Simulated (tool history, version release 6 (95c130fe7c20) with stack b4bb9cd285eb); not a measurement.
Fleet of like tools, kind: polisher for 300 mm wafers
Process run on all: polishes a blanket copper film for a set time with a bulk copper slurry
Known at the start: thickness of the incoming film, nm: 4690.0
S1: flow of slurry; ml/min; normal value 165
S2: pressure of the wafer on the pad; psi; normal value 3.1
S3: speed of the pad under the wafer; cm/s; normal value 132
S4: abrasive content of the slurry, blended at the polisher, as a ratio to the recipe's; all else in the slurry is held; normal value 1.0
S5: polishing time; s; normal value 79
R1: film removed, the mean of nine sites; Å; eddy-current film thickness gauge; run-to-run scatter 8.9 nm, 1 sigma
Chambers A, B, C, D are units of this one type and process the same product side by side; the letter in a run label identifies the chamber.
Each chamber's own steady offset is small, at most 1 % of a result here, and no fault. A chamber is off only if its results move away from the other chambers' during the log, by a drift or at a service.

run   hour   S1   S2   S3   S4  S5       R1
 1D    8.6  165  3.1  132  1.0  79  10692.0
       9.2  -- chamber C: worn pad replaced by a new one
 2B   17.8  165  3.1  132  1.0  79  10618.0
      21.5  -- chamber A: worn pad replaced by a new one
 3C   26.1  165  3.1  132  1.0  79  10815.0
 4A   31.2  165  3.1  132  1.0  79  10715.0
 5C   39.3  165  3.1  132  1.0  79  10694.0
      39.5  -- chamber B: head pressure recalibrated
      42.3  -- chamber B: worn pad replaced by a new one
 6B   47.0  165  3.1  132  1.0  79  10698.0
 7A   53.9  165  3.1  132  1.0  79  10708.0
      57.3  -- chamber C: slurry blender recalibrated
 8D   59.6  165  3.1  132  1.0  79  10728.0
 9A   65.3  165  3.1  150  1.0  79  11918.0
10D   71.1  165  3.1  150  1.0  79  11985.0
      73.9  -- chamber D: slurry blender recalibrated
      77.9  -- chamber C: worn pad replaced by a new one
11C   78.4  165  3.1  150  1.0  79  12093.0
      85.5  -- chamber D: worn pad replaced by a new one
12B   86.2  165  3.1  150  1.0  79  11997.0
      89.5  -- chamber A: head pressure recalibrated
      91.2  -- chamber B: worn pad replaced by a new one
13D   91.8  165  3.1  132  1.2  60   8419.2
      94.2  -- chamber A: slurry blender recalibrated
14C   99.8  165  3.1  132  1.2  60   8511.4
15B  105.0  165  3.1  132  1.2  60   8492.4
16A  110.5  165  3.1  132  1.2  60   8344.8
     111.2  -- chamber B: slurry blender recalibrated
17B  116.5  165  3.1  132  1.0  79  10659.0
18D  124.0  165  3.1  132  1.0  79  10794.0
     129.3  -- chamber A: worn pad replaced by a new one
19C  133.8  165  3.1  132  1.0  79  10747.0
     135.3  -- chamber B: worn pad replaced by a new one
20A  143.0  165  3.1  132  1.0  79  10740.0
     145.7  -- chamber C: worn pad replaced by a new one
     150.4  -- chamber D: worn pad replaced by a new one
21A  151.0  165  3.1  132  1.0  79  10705.0
22D  160.7  165  3.1  132  1.0  79  10784.0
23B  167.0  165  3.1  132  1.0  96  12857.0
24C  174.5  165  3.1  132  1.0  96  12981.0
     182.2  -- chamber B: worn pad replaced by a new one
25A  182.5  165  3.1  132  1.0  96  12896.0
     189.6  -- chamber C: slurry nozzle cleaned
26C  191.8  165  3.1  132  1.0  96  13114.0
     198.0  -- chamber D: slurry blender recalibrated
27D  199.8  165  3.1  132  1.0  79  10547.0
28B  206.2  165  3.1  132  1.0  79  10647.0
     212.8  -- chamber B: slurry nozzle cleaned
29A  214.7  165  3.1  132  1.0  79  10798.0
30B  221.4  165  3.1  132  1.0  79  10710.0
31D  229.2  165  3.1  132  1.0  79  10498.0

All 4 chambers run these settings next. Forecast each chamber's results:
32A  236.4  165  3.1  132  1.0  79   ?
32B  236.4  165  3.1  132  1.0  79   ?
32C  236.4  165  3.1  132  1.0  79   ?
32D  236.4  165  3.1  132  1.0  79   ?

run       R1
32A  10623.0
32B  10640.0
32C  10657.0
32D  10681.0
